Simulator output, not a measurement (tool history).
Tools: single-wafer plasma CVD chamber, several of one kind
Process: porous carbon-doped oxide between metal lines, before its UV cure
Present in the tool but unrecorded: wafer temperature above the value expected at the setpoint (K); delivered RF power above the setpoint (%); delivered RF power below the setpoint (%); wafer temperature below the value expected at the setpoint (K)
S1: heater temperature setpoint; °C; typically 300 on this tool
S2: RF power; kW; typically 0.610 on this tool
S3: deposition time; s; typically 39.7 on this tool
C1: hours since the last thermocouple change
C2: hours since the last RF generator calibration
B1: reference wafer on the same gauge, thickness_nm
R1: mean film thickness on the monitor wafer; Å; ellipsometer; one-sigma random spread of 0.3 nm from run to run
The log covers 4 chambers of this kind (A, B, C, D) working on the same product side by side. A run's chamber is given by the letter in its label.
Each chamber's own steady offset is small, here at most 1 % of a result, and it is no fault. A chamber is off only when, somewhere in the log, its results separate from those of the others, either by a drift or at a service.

run,day,S1,S2,S3,C1,C2,B1,R1
1A,0.138,300,0.610,39.7,2135.7,480.1,253.92,2425.3
2B,0.383,300,0.610,39.7,210.4,1453.5,253.90,2439.6
3C,0.571,300,0.610,39.7,501.2,438.5,253.80,2428.7
4D,0.742,300,0.610,39.7,271.2,1168.8,253.79,2423.7
5C,0.888,300,0.610,39.7,508.8,446.1,253.85,2426.0
6B,1.062,300,0.610,39.7,226.7,1469.8,253.73,2440.5
7A,1.229,300,0.610,39.7,2161.9,506.3,253.56,2430.1
8D,1.442,300,0.610,39.7,288.0,1185.6,253.56,2423.6
9B,1.629,300,0.610,35.6,240.3,1483.4,253.55,2191.8
10A,1.817,300,0.610,35.6,2176.0,520.4,253.56,2179.1
11C,2.046,300,0.610,35.6,536.6,473.9,253.33,2177.8
12D,2.225,300,0.610,35.6,306.8,1204.4,253.41,2176.5
13C,2.392,300,0.610,39.7,544.9,482.2,253.40,2424.0
14A,2.588,300,0.610,39.7,2194.5,538.9,253.27,2420.9
15B,2.746,308,0.610,33.3,267.1,1510.2,253.22,1959.2
16D,2.862,308,0.610,33.3,322.1,1219.7,253.28,1950.3
17A,3.000,308,0.610,33.3,2204.4,548.8,253.08,1950.6
# day 3.071: chamber D: RF generator calibrated
18C,3.175,308,0.610,33.3,563.7,501.0,253.08,1945.1
19D,3.350,300,0.610,39.7,333.8,6.8,252.98,2413.6
20B,3.479,300,0.610,39.7,284.7,1527.8,252.98,2437.3
21C,3.721,300,0.610,39.7,576.8,514.1,253.05,2418.7
22A,3.900,300,0.610,39.7,2226.0,570.4,252.87,2414.6
23B,4.071,300,0.610,42.6,298.9,1542.0,252.92,2602.4
24D,4.275,300,0.610,42.6,356.0,29.0,252.73,2586.0
25A,4.462,300,0.610,42.6,2239.5,583.9,252.74,2592.6

Decide between three cases: one chamber stands off from its peers, the gauge reading all wafers drifts, or nothing is wrong past each chamber's small offset. Where a chamber is off, say which and what most likely put it there.

It is the gauge, not a chamber: its drift shows up in every chamber's results at once, and no chamber is off.
Cause: gauge reads low (%) = 0.513.
